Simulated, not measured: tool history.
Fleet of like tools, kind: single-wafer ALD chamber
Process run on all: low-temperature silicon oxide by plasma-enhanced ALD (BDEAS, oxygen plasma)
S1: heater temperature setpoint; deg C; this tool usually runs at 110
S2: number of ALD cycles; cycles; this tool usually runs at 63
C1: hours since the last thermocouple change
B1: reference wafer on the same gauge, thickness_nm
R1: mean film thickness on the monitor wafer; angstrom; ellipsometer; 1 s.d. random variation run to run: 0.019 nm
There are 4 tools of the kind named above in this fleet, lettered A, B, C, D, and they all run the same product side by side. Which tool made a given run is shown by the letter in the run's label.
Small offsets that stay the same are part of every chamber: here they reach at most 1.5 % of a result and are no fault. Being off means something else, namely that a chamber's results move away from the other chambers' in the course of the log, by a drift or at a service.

{"run": "1A", "hour": 4.2, "S1": 110, "S2": 63, "C1": 73.5, "B1": 10.196, "R1": 88.65}
{"run": "2D", "hour": 7.2, "S1": 110, "S2": 63, "C1": 874.8, "B1": 10.198, "R1": 87.444}
{"run": "3B", "hour": 11.9, "S1": 110, "S2": 63, "C1": 535.5, "B1": 10.2, "R1": 88.747}
{"run": "4C", "hour": 16.4, "S1": 110, "S2": 63, "C1": 1240.6, "B1": 10.201, "R1": 88.834}
{"run": "5B", "hour": 20.2, "S1": 110, "S2": 63, "C1": 543.8, "B1": 10.196, "R1": 88.805}
{"run": "6D", "hour": 23.4, "S1": 110, "S2": 63, "C1": 891, "B1": 10.197, "R1": 87.162}
{"run": "7A", "hour": 26.5, "S1": 110, "S2": 63, "C1": 95.8, "B1": 10.199, "R1": 88.497}
{"run": "8C", "hour": 32.0, "S1": 110, "S2": 63, "C1": 1256.2, "B1": 10.2, "R1": 88.66}
{"run": "9C", "hour": 36.5, "S1": 110, "S2": 63, "C1": 1260.7, "B1": 10.199, "R1": 88.502}
{"run": "10B", "hour": 39.2, "S1": 110, "S2": 63, "C1": 562.8, "B1": 10.202, "R1": 88.679}
{"run": "11A", "hour": 44.4, "S1": 102, "S2": 55, "C1": 113.7, "B1": 10.207, "R1": 78.202}
{"run": "12D", "hour": 47.9, "S1": 102, "S2": 55, "C1": 915.5, "B1": 10.195, "R1": 77.162}
{"run": "13D", "hour": 53.4, "S1": 102, "S2": 55, "C1": 921, "B1": 10.205, "R1": 77.419}
{"run": "14C", "hour": 57.4, "S1": 102, "S2": 55, "C1": 1281.6, "B1": 10.204, "R1": 78.474}
{"run": "15A", "hour": 60.1, "S1": 98, "S2": 72, "C1": 129.4, "B1": 10.203, "R1": 103.46}
{"run": "16B", "hour": 65.8, "S1": 98, "S2": 72, "C1": 589.4, "B1": 10.197, "R1": 103.72}
{"run": "17A", "hour": 70.4, "S1": 98, "S2": 72, "C1": 139.7, "B1": 10.201, "R1": 103.84}
{"run": "18D", "hour": 76.1, "S1": 98, "S2": 72, "C1": 943.7, "B1": 10.195, "R1": 102.6}
{"run": "19B", "hour": 82.0, "S1": 110, "S2": 63, "C1": 605.6, "B1": 10.2, "R1": 88.989}
{"run": "20C", "hour": 87.3, "S1": 110, "S2": 63, "C1": 1311.5, "B1": 10.194, "R1": 88.916}
{"run": "21A", "hour": 92.9, "S1": 110, "S2": 72, "C1": 162.2, "B1": 10.203, "R1": 101.07}
{"run": "22D", "hour": 95.9, "S1": 110, "S2": 72, "C1": 963.5, "B1": 10.198, "R1": 99.945}
{"run": "23C", "hour": 98.5, "S1": 110, "S2": 72, "C1": 1322.7, "B1": 10.197, "R1": 101.31}
{"run": "24B", "hour": 104.0, "S1": 110, "S2": 72, "C1": 627.6, "B1": 10.199, "R1": 101.49}
{"run": "25B", "hour": 109.2, "S1": 110, "S2": 63, "C1": 632.8, "B1": 10.202, "R1": 88.624}
{"run": "26D", "hour": 112.2, "S1": 110, "S2": 63, "C1": 979.8, "B1": 10.199, "R1": 87.081}
{"run": "27C", "hour": 116.8, "S1": 110, "S2": 63, "C1": 1341, "B1": 10.201, "R1": 89.009}
{"run": "28A", "hour": 121.0, "S1": 110, "S2": 63, "C1": 190.3, "B1": 10.199, "R1": 88.548}

Decide between three cases: one chamber stands off from its peers, the gauge reading all wafers drifts, or nothing is wrong past each chamber's small offset. Where a chamber is off, say which and what most likely put it there.

No chamber stands off beyond its own small offset, and the gauge holds steady.

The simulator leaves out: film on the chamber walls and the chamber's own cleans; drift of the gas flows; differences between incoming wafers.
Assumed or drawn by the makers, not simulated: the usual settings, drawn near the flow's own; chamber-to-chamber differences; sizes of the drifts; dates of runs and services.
